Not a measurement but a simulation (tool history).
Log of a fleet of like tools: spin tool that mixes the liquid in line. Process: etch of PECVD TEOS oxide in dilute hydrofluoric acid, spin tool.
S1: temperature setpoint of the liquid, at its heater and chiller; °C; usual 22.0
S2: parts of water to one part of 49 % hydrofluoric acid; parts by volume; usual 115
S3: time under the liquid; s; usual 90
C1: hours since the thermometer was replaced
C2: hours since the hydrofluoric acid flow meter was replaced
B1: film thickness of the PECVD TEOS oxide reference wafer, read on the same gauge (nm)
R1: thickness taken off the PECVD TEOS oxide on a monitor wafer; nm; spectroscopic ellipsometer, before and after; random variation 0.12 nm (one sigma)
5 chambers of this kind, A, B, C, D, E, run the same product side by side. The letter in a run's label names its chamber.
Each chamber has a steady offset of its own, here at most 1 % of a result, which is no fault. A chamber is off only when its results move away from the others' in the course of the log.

run,hour,S1,S2,S3,C1,C2,B1,R1
1A,12.9,22.0,115,90,845.7,121.2,50.006,14.1850
2E,22.0,22.0,115,90,33.6,484.4,50.025,14.2400
3D,29.4,22.0,115,90,1622.3,512.3,49.968,14.1710
4C,41.5,22.0,115,90,278.9,87.0,49.983,14.2000
5B,53.9,25.5,115,45,332.9,349.3,50.014,7.9798
6E,63.0,25.5,115,45,74.6,525.4,49.998,8.2140
7D,73.7,25.5,115,45,1666.6,556.6,49.990,8.2406
8A,83.6,25.5,115,45,916.4,191.9,49.988,8.1479
9C,97.7,25.5,115,45,335.1,143.2,50.032,8.1699
10B,106.2,22.0,115,90,385.2,401.6,50.024,14.0250
11D,121.1,22.0,115,90,1714.0,604.0,50.001,14.3890
12A,130.1,22.0,115,90,962.9,238.4,50.023,14.2270
13E,141.9,22.0,115,90,153.5,604.3,50.018,14.3630
14B,156.1,22.0,115,90,435.1,451.5,49.978,14.0990
15C,167.4,20.0,115,90,404.8,212.9,50.001,13.0180
16C,175.3,20.0,115,90,412.7,220.8,49.959,12.9900
17B,184.5,20.0,115,90,463.5,479.9,49.989,12.9070
18A,198.1,20.0,115,90,1030.9,306.4,50.007,13.3240
19E,205.0,20.0,115,90,216.6,667.4,50.016,13.2250
20D,217.0,22.0,115,90,1809.9,699.9,50.014,14.4700
# hour 217.6: chamber B: hydrofluoric acid flow meter replaced
# hour 224.3: chamber C: thermometer replaced
21E,229.9,22.0,115,90,241.5,692.3,50.030,14.3460
22C,241.8,22.0,135,90,17.5,287.3,50.020,11.8210
23A,256.1,22.0,135,90,1088.9,364.4,49.993,11.8530
24D,270.1,22.0,135,90,1863.0,753.0,50.017,12.1870
25B,282.4,22.0,135,90,561.4,64.9,50.010,11.7560
26B,290.8,22.0,135,90,569.8,73.3,50.035,11.9550
27E,299.3,22.0,115,90,310.9,761.7,50.017,14.5210
28D,308.7,22.0,115,90,1901.6,791.6,50.026,14.7290
29C,320.2,22.0,115,90,95.9,365.7,50.001,14.2580
30A,328.9,22.0,115,90,1161.7,437.2,50.007,14.3870
31C,337.0,22.0,115,90,112.7,382.5,50.003,14.1840
32D,347.9,22.0,115,90,1940.8,830.8,49.991,14.4540
33E,362.4,22.0,115,90,374.0,824.8,50.021,14.2990
34B,372.9,22.0,115,90,651.9,155.4,49.998,14.0530
35A,384.1,22.0,115,90,1216.9,492.4,50.000,14.3510
36A,394.2,22.0,115,90,1227.0,502.5,49.977,14.2060
37D,402.8,22.0,115,90,1995.7,885.7,50.030,14.7390
38B,415.7,22.0,115,90,694.7,198.2,49.990,14.1990
39C,425.0,22.0,115,90,200.7,470.5,50.007,13.9280
40E,433.6,22.0,115,90,445.2,896.0,49.983,14.2010
41B,448.4,22.0,115,90,727.4,230.9,50.033,14.1730
42E,460.5,22.0,115,90,472.1,922.9,49.987,14.3180

Next, every chamber runs the same settings. What will each give?
43A,471.2,20.0,115,90,,,,?
43B,471.2,20.0,115,90,,,,?
43C,471.2,20.0,115,90,,,,?
43D,471.2,20.0,115,90,,,,?
43E,471.2,20.0,115,90,,,,?

run,R1
43A,13.1210
43B,13.0610
43C,13.1270
43D,13.7410
43E,13.2310
